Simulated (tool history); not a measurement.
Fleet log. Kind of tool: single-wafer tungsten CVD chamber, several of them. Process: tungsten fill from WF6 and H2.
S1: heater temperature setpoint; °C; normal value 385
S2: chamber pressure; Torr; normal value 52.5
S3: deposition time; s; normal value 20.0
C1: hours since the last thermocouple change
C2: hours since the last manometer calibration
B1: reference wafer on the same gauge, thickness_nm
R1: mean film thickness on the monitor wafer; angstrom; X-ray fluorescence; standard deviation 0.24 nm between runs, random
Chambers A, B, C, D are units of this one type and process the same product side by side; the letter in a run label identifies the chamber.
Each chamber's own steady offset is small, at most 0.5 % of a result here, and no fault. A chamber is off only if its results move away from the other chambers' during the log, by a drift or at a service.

| run | day | S1 | S2 | S3 | C1 | C2 | B1 | R1 |
|---|---|---|---|---|---|---|---|---|
| 1A | 0.188 | 385 | 52.5 | 20.0 | 2024.8 | 579.2 | 46.743 | 560.03 |
| 2D | 0.421 | 385 | 52.5 | 20.0 | 944.3 | 306.0 | 46.755 | 564.35 |
| 3B | 0.562 | 385 | 52.5 | 20.0 | 778.4 | 993.9 | 46.773 | 566.37 |
| 4C | 0.779 | 385 | 52.5 | 20.0 | 1679.2 | 75.1 | 46.683 | 565.31 |
| 5B | 0.938 | 385 | 41.7 | 16.3 | 787.4 | 1002.9 | 46.677 | 413.72 |
| 6C | 1.204 | 385 | 41.7 | 16.3 | 1689.4 | 85.3 | 46.724 | 413.62 |
| 7A | 1.404 | 385 | 41.7 | 16.3 | 2054.0 | 608.4 | 46.685 | 411.50 |
| 8D | 1.621 | 385 | 41.7 | 16.3 | 973.1 | 334.8 | 46.732 | 417.71 |
| 9B | 1.867 | 393 | 52.5 | 20.0 | 809.7 | 1025.2 | 46.699 | 655.01 |
| 10C | 2.088 | 393 | 52.5 | 20.0 | 1710.6 | 106.5 | 46.693 | 656.12 |
| 11A | 2.392 | 393 | 52.5 | 20.0 | 2077.7 | 632.1 | 46.661 | 657.92 |
| 12D | 2.550 | 393 | 52.5 | 20.0 | 995.4 | 357.1 | 46.665 | 665.00 |
| 13A | 2.829 | 391 | 52.5 | 23.0 | 2088.2 | 642.6 | 46.737 | 728.94 |
| 14C | 3.000 | 391 | 52.5 | 23.0 | 1732.5 | 128.4 | 46.666 | 731.88 |
| 15D | 3.171 | 391 | 52.5 | 23.0 | 1010.3 | 372.0 | 46.777 | 737.24 |
| 16B | 3.379 | 391 | 52.5 | 23.0 | 846.0 | 1061.5 | 46.720 | 732.91 |
| 17D | 3.662 | 385 | 52.5 | 20.0 | 1022.1 | 383.8 | 46.646 | 565.76 |
| 18A | 3.917 | 385 | 52.5 | 20.0 | 2114.3 | 668.7 | 46.693 | 563.03 |
| 19B | 4.092 | 385 | 52.5 | 20.0 | 863.1 | 1078.6 | 46.680 | 565.21 |
| 20C | 4.288 | 375 | 52.5 | 22.8 | 1763.4 | 159.3 | 46.713 | 523.43 |
| 21A | 4.588 | 375 | 52.5 | 22.8 | 2130.4 | 684.8 | 46.728 | 524.13 |
| 22B | 4.854 | 375 | 52.5 | 22.8 | 881.4 | 1096.9 | 46.751 | 530.00 |
| 23C | 5.117 | 375 | 52.5 | 22.8 | 1783.3 | 179.2 | 46.634 | 522.59 |
| 24D | 5.375 | 385 | 52.5 | 20.0 | 1063.2 | 424.9 | 46.635 | 565.99 |
| 25D | 5.554 | 385 | 52.5 | 20.0 | 1067.5 | 429.2 | 46.683 | 565.93 |
| 26C | 5.750 | 385 | 52.5 | 20.0 | 1798.5 | 194.4 | 46.648 | 557.18 |
| 27A | 5.946 | 374 | 46.8 | 20.0 | 2163.0 | 717.4 | 46.678 | 425.98 |
|  | 5.988 | chamber A: thermocouple changed; heater temperature recalibrated |
| 28B | 6.154 | 374 | 46.8 | 20.0 | 912.6 | 1128.1 | 46.707 | 430.25 |
| 29D | 6.433 | 374 | 46.8 | 20.0 | 1088.6 | 450.3 | 46.724 | 428.08 |
| 30A | 6.662 | 374 | 46.8 | 20.0 | 16.3 | 734.6 | 46.700 | 427.56 |
| 31B | 6.888 | 385 | 52.5 | 20.0 | 930.2 | 1145.7 | 46.719 | 567.39 |
| 32C | 7.096 | 391 | 64.6 | 20.0 | 1830.8 | 226.7 | 46.675 | 676.71 |
| 33A | 7.321 | 391 | 64.6 | 20.0 | 32.1 | 750.4 | 46.725 | 689.22 |
| 34C | 7.467 | 391 | 64.6 | 20.0 | 1839.7 | 235.6 | 46.699 | 682.10 |
| 35B | 7.667 | 391 | 64.6 | 20.0 | 948.9 | 1164.4 | 46.708 | 697.68 |
| 36D | 7.925 | 385 | 52.5 | 21.2 | 1124.4 | 486.1 | 46.687 | 596.80 |
| 37A | 8.246 | 385 | 52.5 | 21.2 | 54.3 | 772.6 | 46.650 | 591.32 |
| 38C | 8.508 | 385 | 52.5 | 21.2 | 1864.7 | 260.6 | 46.715 | 583.71 |
| 39B | 8.788 | 385 | 52.5 | 21.2 | 975.8 | 1191.3 | 46.690 | 602.93 |
| 40D | 9.075 | 385 | 52.5 | 20.0 | 1152.0 | 513.7 | 46.733 | 568.17 |
| 41A | 9.350 | 385 | 52.5 | 20.0 | 80.8 | 799.1 | 46.718 | 562.11 |
| 42C | 9.671 | 385 | 52.5 | 20.0 | 1892.6 | 288.5 | 46.714 | 547.55 |
| 43D | 9.867 | 385 | 52.5 | 20.0 | 1171.0 | 532.7 | 46.726 | 567.29 |

All chambers now run identical settings, listed one chamber a line with results as question marks. What results will each chamber show?
| 44A | 10.100 | 385 | 52.5 | 20.0 |  |  |  | ? |
| 44B | 10.100 | 385 | 52.5 | 20.0 |  |  |  | ? |
| 44C | 10.100 | 385 | 52.5 | 20.0 |  |  |  | ? |
| 44D | 10.100 | 385 | 52.5 | 20.0 |  |  |  | ? |

| run | R1 |
|---|---|
| 44A | 560.08 |
| 44B | 561.12 |
| 44C | 540.65 |
| 44D | 568.84 |

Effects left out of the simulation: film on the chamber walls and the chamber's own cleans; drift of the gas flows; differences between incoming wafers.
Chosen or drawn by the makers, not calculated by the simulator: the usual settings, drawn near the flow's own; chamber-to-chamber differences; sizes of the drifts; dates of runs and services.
